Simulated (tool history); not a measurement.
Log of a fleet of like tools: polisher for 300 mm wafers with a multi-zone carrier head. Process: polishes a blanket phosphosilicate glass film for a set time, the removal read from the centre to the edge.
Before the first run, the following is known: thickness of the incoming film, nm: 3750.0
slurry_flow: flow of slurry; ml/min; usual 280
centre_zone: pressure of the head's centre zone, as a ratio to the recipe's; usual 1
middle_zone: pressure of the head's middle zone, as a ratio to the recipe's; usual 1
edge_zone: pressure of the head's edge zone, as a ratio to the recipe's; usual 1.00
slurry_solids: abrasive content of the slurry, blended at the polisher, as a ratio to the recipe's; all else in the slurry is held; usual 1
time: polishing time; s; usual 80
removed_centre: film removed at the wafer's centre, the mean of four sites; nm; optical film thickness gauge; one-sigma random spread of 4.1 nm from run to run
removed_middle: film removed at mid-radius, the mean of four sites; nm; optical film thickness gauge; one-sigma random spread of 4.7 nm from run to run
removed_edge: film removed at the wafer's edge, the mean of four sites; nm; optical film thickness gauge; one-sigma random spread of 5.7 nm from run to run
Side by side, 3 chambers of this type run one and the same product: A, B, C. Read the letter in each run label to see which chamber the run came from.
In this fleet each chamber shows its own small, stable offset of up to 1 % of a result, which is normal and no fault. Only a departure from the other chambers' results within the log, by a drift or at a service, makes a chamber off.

Run 1A, hour 8.5: usual settings. Result: removed_centre 606.21 nm, removed_middle 593.88 nm, removed_edge 605.80 nm.
Run 2C, hour 15.9: usual settings. Result: removed_centre 597.49 nm, removed_middle 595.35 nm, removed_edge 603.18 nm.
At hour 19.9: chamber C: worn pad replaced by a new one.
Run 3B, hour 22.7: usual settings. Result: removed_centre 600.94 nm, removed_middle 603.83 nm, removed_edge 612.26 nm.
Run 4B, hour 28.8: usual settings. Result: removed_centre 606.61 nm, removed_middle 607.55 nm, removed_edge 606.74 nm.
Run 5C, hour 39.4: usual settings. Result: removed_centre 597.18 nm, removed_middle 599.19 nm, removed_edge 597.70 nm.
Run 6A, hour 46.7: usual settings. Result: removed_centre 592.78 nm, removed_middle 593.75 nm, removed_edge 590.52 nm.
Run 7C, hour 52.0: usual settings. Result: removed_centre 603.91 nm, removed_middle 596.81 nm, removed_edge 583.83 nm.
Run 8A, hour 62.6: usual settings. Result: removed_centre 604.08 nm, removed_middle 590.57 nm, removed_edge 601.51 nm.
Run 9B, hour 71.8: usual settings. Result: removed_centre 596.65 nm, removed_middle 597.60 nm, removed_edge 607.33 nm.
Run 10A, hour 82.0: usual settings. Result: removed_centre 599.94 nm, removed_middle 590.50 nm, removed_edge 606.56 nm.
Run 11C, hour 88.7: usual settings. Result: removed_centre 605.27 nm, removed_middle 595.62 nm, removed_edge 594.62 nm.
Run 12B, hour 96.6: usual settings but edge_zone 0.93. Result: removed_centre 587.89 nm, removed_middle 585.71 nm, removed_edge 568.03 nm.
Run 13B, hour 106.2: usual settings but edge_zone 0.93. Result: removed_centre 579.81 nm, removed_middle 587.69 nm, removed_edge 573.37 nm.
At hour 107.7: chamber A: worn pad replaced by a new one.
Run 14A, hour 112.0: usual settings but edge_zone 0.93. Result: removed_centre 605.84 nm, removed_middle 608.94 nm, removed_edge 569.87 nm.
Run 15C, hour 121.5: usual settings. Result: removed_centre 594.56 nm, removed_middle 599.34 nm, removed_edge 592.19 nm.
At hour 129.5: chamber C: worn pad replaced by a new one.
Run 16B, hour 132.0: usual settings. Result: removed_centre 582.02 nm, removed_middle 589.92 nm, removed_edge 578.63 nm.
At hour 133.6: chamber C: slurry nozzle cleaned.
At hour 139.7: chamber B: slurry nozzle cleaned.
Run 17A, hour 142.0: usual settings. Result: removed_centre 601.12 nm, removed_middle 597.44 nm, removed_edge 599.54 nm.
Run 18C, hour 150.9: usual settings. Result: removed_centre 604.95 nm, removed_middle 595.75 nm, removed_edge 596.31 nm.
Run 19A, hour 160.3: usual settings. Result: removed_centre 592.90 nm, removed_middle 604.88 nm, removed_edge 586.62 nm.
Run 20C, hour 168.1: usual settings. Result: removed_centre 601.69 nm, removed_middle 595.99 nm, removed_edge 591.09 nm.
Run 21B, hour 175.1: usual settings. Result: removed_centre 573.49 nm, removed_middle 565.29 nm, removed_edge 581.86 nm.
Run 22B, hour 180.0: usual settings. Result: removed_centre 569.71 nm, removed_middle 580.11 nm, removed_edge 576.42 nm.
Run 23A, hour 186.5: usual settings. Result: removed_centre 599.35 nm, removed_middle 597.50 nm, removed_edge 600.15 nm.
At hour 192.1: chamber C: centre zone pressure recalibrated.
Run 24C, hour 192.3: usual settings. Result: removed_centre 603.22 nm, removed_middle 604.20 nm, removed_edge 601.42 nm.
Run 25A, hour 202.7: usual settings but slurry_flow 230 ml/min. Result: removed_centre 580.92 nm, removed_middle 589.42 nm, removed_edge 594.52 nm.
Run 26C, hour 211.3: usual settings but slurry_flow 230 ml/min. Result: removed_centre 581.93 nm, removed_middle 582.23 nm, removed_edge 575.92 nm.
Run 27B, hour 221.7: usual settings but slurry_flow 230 ml/min. Result: removed_centre 551.59 nm, removed_middle 555.09 nm, removed_edge 557.52 nm.
Run 28B, hour 232.3: usual settings. Result: removed_centre 562.28 nm, removed_middle 568.99 nm, removed_edge 564.61 nm.
Run 29C, hour 242.9: usual settings. Result: removed_centre 596.91 nm, removed_middle 598.14 nm, removed_edge 589.68 nm.

The same settings go to every chamber for the next run, one line per chamber below. Forecast the results for each:
Run 30A, hour 250.6: usual settings. Result: removed_centre ?, removed_middle ?, removed_edge ?.
Run 30B, hour 250.6: usual settings. Result: removed_centre ?, removed_middle ?, removed_edge ?.
Run 30C, hour 250.6: usual settings. Result: removed_centre ?, removed_middle ?, removed_edge ?.

run  removed_centre  removed_middle  removed_edge
30A          598.68          598.43        602.69
30B          552.79          554.63        569.11
30C          597.14          598.95        600.01
